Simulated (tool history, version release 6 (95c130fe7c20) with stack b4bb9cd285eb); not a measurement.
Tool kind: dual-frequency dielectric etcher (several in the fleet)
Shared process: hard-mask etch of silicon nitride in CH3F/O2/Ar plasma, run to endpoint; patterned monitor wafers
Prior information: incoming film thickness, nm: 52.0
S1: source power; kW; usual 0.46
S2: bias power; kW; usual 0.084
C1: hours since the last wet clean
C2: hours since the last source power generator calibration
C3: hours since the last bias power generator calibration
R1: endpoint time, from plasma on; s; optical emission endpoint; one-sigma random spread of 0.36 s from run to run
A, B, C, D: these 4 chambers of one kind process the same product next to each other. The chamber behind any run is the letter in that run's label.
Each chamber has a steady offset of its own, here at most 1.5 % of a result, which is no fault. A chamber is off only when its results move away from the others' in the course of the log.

Run 1A, hour 8.6: usual settings; C1 386.6; C2 901.4; C3 1989.8. Result: R1 67.596 s.
Run 2B, hour 19.1: usual settings; C1 32.3; C2 1393.2; C3 957.3. Result: R1 68.071 s.
Run 3D, hour 25.2: usual settings; C1 318.3; C2 1762.7; C3 148.2. Result: R1 67.792 s.
Run 4C, hour 30.4: usual settings; C1 134.9; C2 3443.7; C3 2808. Result: R1 68.923 s.
Run 5D, hour 39.9: usual settings; C1 333; C2 1777.4; C3 162.9. Result: R1 67.376 s.
Run 6B, hour 46.8: usual settings but S1 0.5 kW, S2 0.104 kW; C1 60; C2 1420.9; C3 985. Result: R1 61.417 s.
Run 7C, hour 52.5: usual settings but S1 0.5 kW, S2 0.104 kW; C1 157; C2 3465.8; C3 2830.1. Result: R1 62.378 s.
Run 8A, hour 62.3: usual settings but S1 0.5 kW, S2 0.104 kW; C1 440.3; C2 955.1; C3 2043.5. Result: R1 61.059 s.
Run 9A, hour 70.9: usual settings but S1 0.5 kW, S2 0.104 kW; C1 448.9; C2 963.7; C3 2052.1. Result: R1 60.901 s.
Run 10D, hour 77.1: usual settings; C1 370.2; C2 1814.6; C3 200.1. Result: R1 67.379 s.
Run 11C, hour 86.9: usual settings; C1 191.4; C2 3500.2; C3 2864.5. Result: R1 68.671 s.
Run 12B, hour 96.2: usual settings; C1 109.4; C2 1470.3; C3 1034.4. Result: R1 68.073 s.
At hour 96.4: chamber D: wet clean of the chamber.
Run 13C, hour 106.5: usual settings; C1 211; C2 3519.8; C3 2884.1. Result: R1 68.856 s.
Run 14B, hour 111.9: usual settings; C1 125.1; C2 1486; C3 1050.1. Result: R1 68.254 s.
Run 15A, hour 121.8: usual settings; C1 499.8; C2 1014.6; C3 2103. Result: R1 67.653 s.
Run 16D, hour 131.1: usual settings; C1 34.8; C2 1868.6; C3 254.1. Result: R1 67.872 s.
Run 17C, hour 137.7: usual settings; C1 242.2; C2 3551; C3 2915.3. Result: R1 68.506 s.
Run 18D, hour 144.4: usual settings; C1 48.1; C2 1881.9; C3 267.4. Result: R1 67.606 s.
Run 19B, hour 150.8: usual settings; C1 164; C2 1524.9; C3 1089. Result: R1 68.575 s.
Run 20A, hour 158.5: usual settings but S1 0.53 kW, S2 0.097 kW; C1 536.5; C2 1051.3; C3 2139.7. Result: R1 59.994 s.
Run 21D, hour 164.3: usual settings but S1 0.53 kW, S2 0.097 kW; C1 68; C2 1901.8; C3 287.3. Result: R1 60.275 s.
Run 22B, hour 173.9: usual settings but S1 0.53 kW, S2 0.097 kW; C1 187.1; C2 1548; C3 1112.1. Result: R1 61.608 s.
Run 23C, hour 184.3: usual settings but S1 0.53 kW, S2 0.097 kW; C1 288.8; C2 3597.6; C3 2961.9. Result: R1 61.82 s.
Run 24A, hour 194.7: usual settings; C1 572.7; C2 1087.5; C3 2175.9. Result: R1 66.721 s.
Run 25C, hour 202.8: usual settings; C1 307.3; C2 3616.1; C3 2980.4. Result: R1 68.767 s.
Run 26D, hour 207.6: usual settings; C1 111.3; C2 1945.1; C3 330.6. Result: R1 67.582 s.
Run 27A, hour 218.1: usual settings; C1 596.1; C2 1110.9; C3 2199.3. Result: R1 67.559 s.
Run 28B, hour 224.6: usual settings but S1 0.37 kW, S2 0.073 kW; C1 237.8; C2 1598.7; C3 1162.8. Result: R1 77.385 s.
Run 29B, hour 234.5: usual settings but S1 0.37 kW, S2 0.073 kW; C1 247.7; C2 1608.6; C3 1172.7. Result: R1 78.186 s.
Run 30C, hour 239.2: usual settings but S1 0.37 kW, S2 0.073 kW; C1 343.7; C2 3652.5; C3 3016.8. Result: R1 78.293 s.
At hour 242.1: chamber A: wet clean of the chamber.
Run 31D, hour 247.1: usual settings but S1 0.37 kW, S2 0.073 kW; C1 150.8; C2 1984.6; C3 370.1. Result: R1 77.228 s.
Run 32A, hour 251.8: usual settings but S2 0.067 kW; C1 9.7; C2 1144.6; C3 2233. Result: R1 72.545 s.
Run 33B, hour 261.5: usual settings but S2 0.067 kW; C1 274.7; C2 1635.6; C3 1199.7. Result: R1 73.559 s.
Run 34A, hour 269.8: usual settings but S2 0.067 kW; C1 27.7; C2 1162.6; C3 2251. Result: R1 73.377 s.
Run 35D, hour 277: usual settings but S2 0.067 kW; C1 180.7; C2 2014.5; C3 400. Result: R1 73.072 s.
Run 36C, hour 287.2: usual settings; C1 391.7; C2 3700.5; C3 3064.8. Result: R1 68.689 s.
Run 37C, hour 296.5: usual settings; C1 401; C2 3709.8; C3 3074.1. Result: R1 68.071 s.
Run 38A, hour 304.6: usual settings; C1 62.5; C2 1197.4; C3 2285.8. Result: R1 67.441 s.
Run 39B, hour 309.6: usual settings but S1 0.38 kW; C1 322.8; C2 1683.7; C3 1247.8. Result: R1 73.173 s.
Run 40D, hour 314.4: usual settings but S1 0.38 kW; C1 218.1; C2 2051.9; C3 437.4. Result: R1 71.922 s.
Run 41D, hour 320.9: usual settings but S1 0.38 kW; C1 224.6; C2 2058.4; C3 443.9. Result: R1 73.24 s.
Run 42B, hour 329: usual settings but S1 0.38 kW; C1 342.2; C2 1703.1; C3 1267.2. Result: R1 73.96 s.
Run 43C, hour 336.1: usual settings but S1 0.37 kW, S2 0.076 kW; C1 440.6; C2 3749.4; C3 3113.7. Result: R1 76.989 s.
Run 44A, hour 345.9: usual settings but S1 0.37 kW, S2 0.076 kW; C1 103.8; C2 1238.7; C3 2327.1. Result: R1 75.611 s.

The same settings go to every chamber for the next run, one line per chamber below. Forecast the results for each:
Run 45A, hour 353.4: usual settings but S2 0.102 kW. Result: R1 ?.
Run 45B, hour 353.4: usual settings but S2 0.102 kW. Result: R1 ?.
Run 45C, hour 353.4: usual settings but S2 0.102 kW. Result: R1 ?.
Run 45D, hour 353.4: usual settings but S2 0.102 kW. Result: R1 ?.

run      R1
45A  62.284
45B  64.198
45C  63.703
45D  62.976

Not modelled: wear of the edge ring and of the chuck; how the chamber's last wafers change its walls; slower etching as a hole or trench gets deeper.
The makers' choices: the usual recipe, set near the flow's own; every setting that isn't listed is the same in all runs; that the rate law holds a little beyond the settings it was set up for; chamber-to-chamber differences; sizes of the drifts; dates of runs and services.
